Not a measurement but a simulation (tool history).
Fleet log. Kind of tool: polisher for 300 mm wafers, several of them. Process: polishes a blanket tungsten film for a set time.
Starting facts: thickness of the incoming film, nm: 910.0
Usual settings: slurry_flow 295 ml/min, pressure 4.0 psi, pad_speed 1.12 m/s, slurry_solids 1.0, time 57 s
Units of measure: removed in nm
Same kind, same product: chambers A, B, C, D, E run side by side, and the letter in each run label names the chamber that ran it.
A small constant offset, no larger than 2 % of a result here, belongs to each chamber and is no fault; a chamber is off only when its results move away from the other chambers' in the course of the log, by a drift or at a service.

| run | hour | slurry_flow | pressure | pad_speed | slurry_solids | time | wafers polished on this pad | hours since the slurry nozzle was cleaned | hours since the head pressure was calibrated | hours since the slurry blender was calibrated | hours since the slurry got fresh peroxide | removed |
|---|---|---|---|---|---|---|---|---|---|---|---|---|
| 1A | 8.5 | 295 | 4.0 | 1.12 | 1.0 | 57 | 737 | 796.4 | 343.2 | 207.3 | 134.5 | 265.80 |
| 2C | 14.6 | 295 | 4.0 | 1.12 | 1.0 | 57 | 668 | 81.5 | 241.1 | 21.6 | 14.7 | 262.71 |
| 3E | 19.6 | 295 | 4.0 | 1.12 | 1.0 | 57 | 643 | 784.5 | 469.6 | 122.2 | 80.8 | 261.89 |
|  | 24.3 | chamber A: slurry tank refilled with fresh slurry and peroxide |
| 4D | 27.1 | 295 | 4.0 | 1.12 | 1.0 | 57 | 1118 | 205.6 | 34.6 | 67.0 | 36.7 | 258.09 |
| 5B | 31.6 | 295 | 4.0 | 1.12 | 1.0 | 57 | 718 | 141.0 | 597.5 | 217.3 | 47.1 | 263.06 |
| 6E | 37.4 | 295 | 4.0 | 1.12 | 1.0 | 57 | 769 | 802.3 | 487.4 | 140.0 | 98.6 | 261.80 |
|  | 40.3 | chamber C: worn pad replaced by a new one |
|  | 42.1 | chamber A: worn pad replaced by a new one |
|  | 44.5 | chamber E: worn pad replaced by a new one |
| 7B | 46.0 | 295 | 4.0 | 1.12 | 1.0 | 57 | 820 | 155.4 | 611.9 | 231.7 | 61.5 | 260.06 |
|  | 48.4 | chamber E: slurry tank refilled with fresh slurry and peroxide |
|  | 49.0 | chamber A: slurry nozzle cleaned |
|  | 50.9 | chamber D: worn pad replaced by a new one |
| 8A | 51.2 | 295 | 4.0 | 1.12 | 1.2 | 57 | 64 | 2.2 | 385.9 | 250.0 | 26.9 | 275.95 |
| 9D | 58.2 | 295 | 4.0 | 1.12 | 1.2 | 57 | 52 | 236.7 | 65.7 | 98.1 | 67.8 | 271.59 |
| 10C | 65.1 | 295 | 4.0 | 1.12 | 1.2 | 57 | 176 | 132.0 | 291.6 | 72.1 | 65.2 | 275.62 |
| 11D | 71.9 | 295 | 4.0 | 1.12 | 1.2 | 57 | 149 | 250.4 | 79.4 | 111.8 | 81.5 | 271.18 |
| 12A | 78.4 | 295 | 4.0 | 1.12 | 1.2 | 57 | 257 | 29.4 | 413.1 | 277.2 | 54.1 | 278.63 |
| 13C | 83.1 | 295 | 4.0 | 1.12 | 1.0 | 57 | 304 | 150.0 | 309.6 | 90.1 | 83.2 | 263.02 |
|  | 86.1 | chamber B: worn pad replaced by a new one |
| 14E | 88.6 | 295 | 4.0 | 1.12 | 1.0 | 57 | 313 | 853.5 | 538.6 | 191.2 | 40.3 | 266.97 |
| 15B | 96.5 | 295 | 4.0 | 1.12 | 1.0 | 57 | 74 | 205.9 | 662.4 | 282.2 | 112.0 | 260.15 |
| 16B | 103.1 | 295 | 4.0 | 1.12 | 1.0 | 57 | 121 | 212.5 | 669.0 | 288.8 | 118.6 | 263.21 |
|  | 103.3 | chamber C: slurry tank refilled with fresh slurry and peroxide |
|  | 105.7 | chamber B: slurry nozzle cleaned |
|  | 106.1 | chamber E: slurry nozzle cleaned |
| 17C | 110.6 | 295 | 4.0 | 1.12 | 1.0 | 57 | 499 | 177.5 | 337.1 | 117.6 | 7.3 | 265.35 |
| 18A | 116.8 | 295 | 4.0 | 1.12 | 1.0 | 57 | 530 | 67.8 | 451.5 | 315.6 | 92.5 | 269.59 |
| 19D | 123.5 | 295 | 4.0 | 1.12 | 1.0 | 57 | 516 | 302.0 | 131.0 | 163.4 | 133.1 | 259.86 |
| 20E | 130.1 | 295 | 2.9 | 1.12 | 1.0 | 57 | 608 | 24.1 | 580.1 | 232.7 | 81.8 | 192.54 |
| 21C | 139.3 | 295 | 2.9 | 1.12 | 1.0 | 57 | 703 | 206.2 | 365.8 | 146.3 | 36.0 | 193.07 |
| 22A | 146.2 | 295 | 2.9 | 1.12 | 1.0 | 57 | 739 | 97.2 | 480.9 | 345.0 | 121.9 | 190.15 |
|  | 151.9 | chamber B: slurry tank refilled with fresh slurry and peroxide |
| 23E | 154.0 | 295 | 2.9 | 1.12 | 1.0 | 57 | 778 | 48.0 | 604.0 | 256.6 | 105.7 | 193.81 |
|  | 158.4 | chamber C: worn pad replaced by a new one |
| 24D | 162.6 | 295 | 2.9 | 1.12 | 1.0 | 57 | 794 | 341.1 | 170.1 | 202.5 | 172.2 | 189.06 |
|  | 166.2 | chamber A: slurry blender recalibrated |
|  | 170.1 | chamber B: head pressure recalibrated |
| 25B | 172.2 | 295 | 4.0 | 1.12 | 1.3 | 57 | 611 | 66.6 | 2.1 | 357.9 | 20.4 | 276.58 |
|  | 175.2 | chamber A: worn pad replaced by a new one |
|  | 176.1 | chamber E: worn pad replaced by a new one |
| 26B | 177.2 | 295 | 4.0 | 1.12 | 1.3 | 57 | 647 | 71.6 | 7.1 | 362.9 | 25.4 | 275.82 |
|  | 178.0 | chamber A: slurry tank refilled with fresh slurry and peroxide |
| 27C | 182.1 | 295 | 4.0 | 1.12 | 1.3 | 57 | 169 | 249.0 | 408.6 | 189.1 | 78.8 | 278.40 |
|  | 182.2 | chamber E: slurry tank refilled with fresh slurry and peroxide |
|  | 186.9 | chamber D: slurry tank refilled with fresh slurry and peroxide |
| 28A | 186.9 | 295 | 4.0 | 1.12 | 1.3 | 57 | 83 | 137.9 | 521.6 | 20.7 | 9.0 | 283.91 |
| 29E | 191.6 | 295 | 4.0 | 1.12 | 1.3 | 57 | 110 | 85.6 | 641.6 | 294.2 | 9.4 | 281.13 |
| 30D | 201.1 | 295 | 4.0 | 1.12 | 1.0 | 57 | 1067 | 379.6 | 208.6 | 241.0 | 14.3 | 259.03 |
| 31D | 208.8 | 295 | 2.9 | 1.12 | 0.8 | 57 | 1122 | 387.3 | 216.3 | 248.7 | 22.0 | 178.47 |
|  | 209.0 | chamber C: slurry tank refilled with fresh slurry and peroxide |
| 32B | 213.2 | 295 | 2.9 | 1.12 | 0.8 | 57 | 903 | 107.6 | 43.1 | 398.9 | 61.4 | 179.28 |
| 33E | 219.0 | 295 | 2.9 | 1.12 | 0.8 | 57 | 305 | 113.0 | 669.0 | 321.6 | 36.8 | 183.48 |
| 34C | 224.8 | 295 | 2.9 | 1.12 | 0.8 | 57 | 472 | 291.7 | 451.3 | 231.8 | 15.9 | 184.74 |
| 35A | 233.7 | 295 | 2.9 | 1.12 | 0.8 | 57 | 415 | 184.7 | 568.4 | 67.5 | 55.8 | 186.01 |
| 36C | 239.7 | 295 | 4.0 | 1.12 | 1.0 | 57 | 578 | 306.6 | 466.2 | 246.7 | 30.8 | 259.29 |

All chambers now run identical settings, listed one chamber a line with results as question marks. What results will each chamber show?
| 37A | 246.5 | 295 | 4.0 | 1.12 | 1.0 | 57 |  |  |  |  |  | ? |
| 37B | 246.5 | 295 | 4.0 | 1.12 | 1.0 | 57 |  |  |  |  |  | ? |
| 37C | 246.5 | 295 | 4.0 | 1.12 | 1.0 | 57 |  |  |  |  |  | ? |
| 37D | 246.5 | 295 | 4.0 | 1.12 | 1.0 | 57 |  |  |  |  |  | ? |
| 37E | 246.5 | 295 | 4.0 | 1.12 | 1.0 | 57 |  |  |  |  |  | ? |

| run | removed |
|---|---|
| 37A | 266.66 |
| 37B | 262.59 |
| 37C | 267.73 |
| 37D | 255.33 |
| 37E | 266.43 |
